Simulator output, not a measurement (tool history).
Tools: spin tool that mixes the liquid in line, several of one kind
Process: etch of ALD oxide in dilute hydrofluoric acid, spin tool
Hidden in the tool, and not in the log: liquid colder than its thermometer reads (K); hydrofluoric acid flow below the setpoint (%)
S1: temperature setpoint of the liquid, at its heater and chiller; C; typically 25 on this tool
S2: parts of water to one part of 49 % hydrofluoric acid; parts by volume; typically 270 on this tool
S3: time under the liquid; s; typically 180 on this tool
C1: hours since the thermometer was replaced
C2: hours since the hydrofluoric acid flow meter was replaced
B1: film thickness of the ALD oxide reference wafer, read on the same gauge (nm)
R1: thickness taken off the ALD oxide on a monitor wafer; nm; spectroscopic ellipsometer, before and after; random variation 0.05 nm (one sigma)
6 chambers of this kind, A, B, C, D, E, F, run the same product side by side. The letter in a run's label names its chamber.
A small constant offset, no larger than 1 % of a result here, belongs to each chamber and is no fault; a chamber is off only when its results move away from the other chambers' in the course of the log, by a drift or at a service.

run	hour	S1	S2	S3	C1	C2	B1	R1
1D	5.9	25	270	180	73.5	865.1	29.996	8.0004
2E	12.9	25	270	180	437.5	1613.8	30.027	7.9861
3F	24.9	25	270	180	667.7	118.1	29.982	8.0939
4A	32.8	25	270	180	93.7	641.4	29.988	8.1807
5B	41.1	21	270	125	137.9	628.6	30.026	4.7461
# hour 44: chamber F: thermometer replaced
6C	47.1	21	270	125	567.4	68	30.007	4.8608
7E	52.6	21	270	125	477.2	1653.5	29.962	4.8304
8B	63.5	21	270	125	160.3	651	29.947	4.8381
9F	72.1	21	270	125	28.1	165.3	30.028	4.8651
10D	77.5	21	270	125	145.1	936.7	29.996	4.8757
11A	85.7	25	270	180	146.6	694.3	29.964	8.161
12C	93.5	23	210	180	613.8	114.4	29.991	10.337
13E	102.2	23	210	180	526.8	1703.1	30.025	10.188
14D	109.6	23	210	180	177.2	968.8	30.027	10.282
# hour 119.5: chamber B: hydrofluoric acid flow meter replaced
15C	121	23	210	180	641.3	141.9	30.036	10.299
16B	132.7	23	210	180	229.5	13.2	29.998	10.308
17A	144.7	23	210	180	205.6	753.3	29.996	10.431
18F	152.6	25	270	180	108.6	245.8	30.026	8.2328
19A	163	23	270	180	223.9	771.6	30.019	7.5524
20E	169.2	23	270	180	593.8	1770.1	30.018	7.4579
21C	174.8	23	270	180	695.1	195.7	30.001	7.5717
22B	184.2	23	270	180	281	64.7	30.014	7.5303
23F	194.7	23	270	180	150.7	287.9	30.012	7.4649
24D	200.2	23	270	180	267.8	1059.4	29.98	7.4733
25D	207.2	25	270	180	274.8	1066.4	30.012	7.9901
26B	214.8	25	270	180	311.6	95.3	30.022	8.0841
27F	221.8	25	270	180	177.8	315	30.007	7.9365
28C	232.8	25	270	180	753.1	253.7	30.006	8.1523
29E	238.5	25	270	180	663.1	1839.4	30.008	7.9837
30A	250.9	27	270	90	311.8	859.5	29.992	4.3348
31B	256.6	27	270	90	353.4	137.1	29.992	4.3038
# hour 268.2: chamber E: hydrofluoric acid flow meter replaced
32F	268.8	27	270	90	224.8	362	29.967	4.2114
33C	278.9	27	270	90	799.2	299.8	29.978	4.2715
34A	286.8	27	270	90	347.7	895.4	30.033	4.3923
35D	297.7	27	270	90	365.3	1156.9	30.023	4.2804
36E	303.2	25	270	180	727.8	35	30.006	8.1312
37F	313.7	25	270	180	269.7	406.9	30.047	7.8375
38D	325	25	270	180	392.6	1184.2	30.011	8.139

What goes on in this fleet: one chamber off, a drifting gauge, or nothing beyond the chambers' own small offsets? Name the chamber and the cause, if any.

Little by little, chamber F moves away from the other chambers.
Likeliest cause: hydrofluoric acid flow below the setpoint (%) = 4.42.
From this log alone, it may not be told apart from: liquid colder than its thermometer reads (K).

Below are 4 candidate recipes for chamber F's next run, each the usual settings with a change, their results shown as question marks. Which of them brings F's results back in line with what the other chambers give on the usual settings?
Maximum distance from the other chambers' mean on the usual settings for a result to count as in line: R1 0.18 nm
39F-1	333.9	25	280	170				?
39F-2	333.9	25	275	175				?
39F-3	333.9	25	250	180				?
39F-4	333.9	25	265	185				?

Mean of the other chambers on the usual settings: R1 8.0808 nm
run	R1
39F-1	6.9671
39F-2	7.3411
39F-3	8.5325
39F-4	8.14
With 39F-4, the chamber falls back in line with the rest.
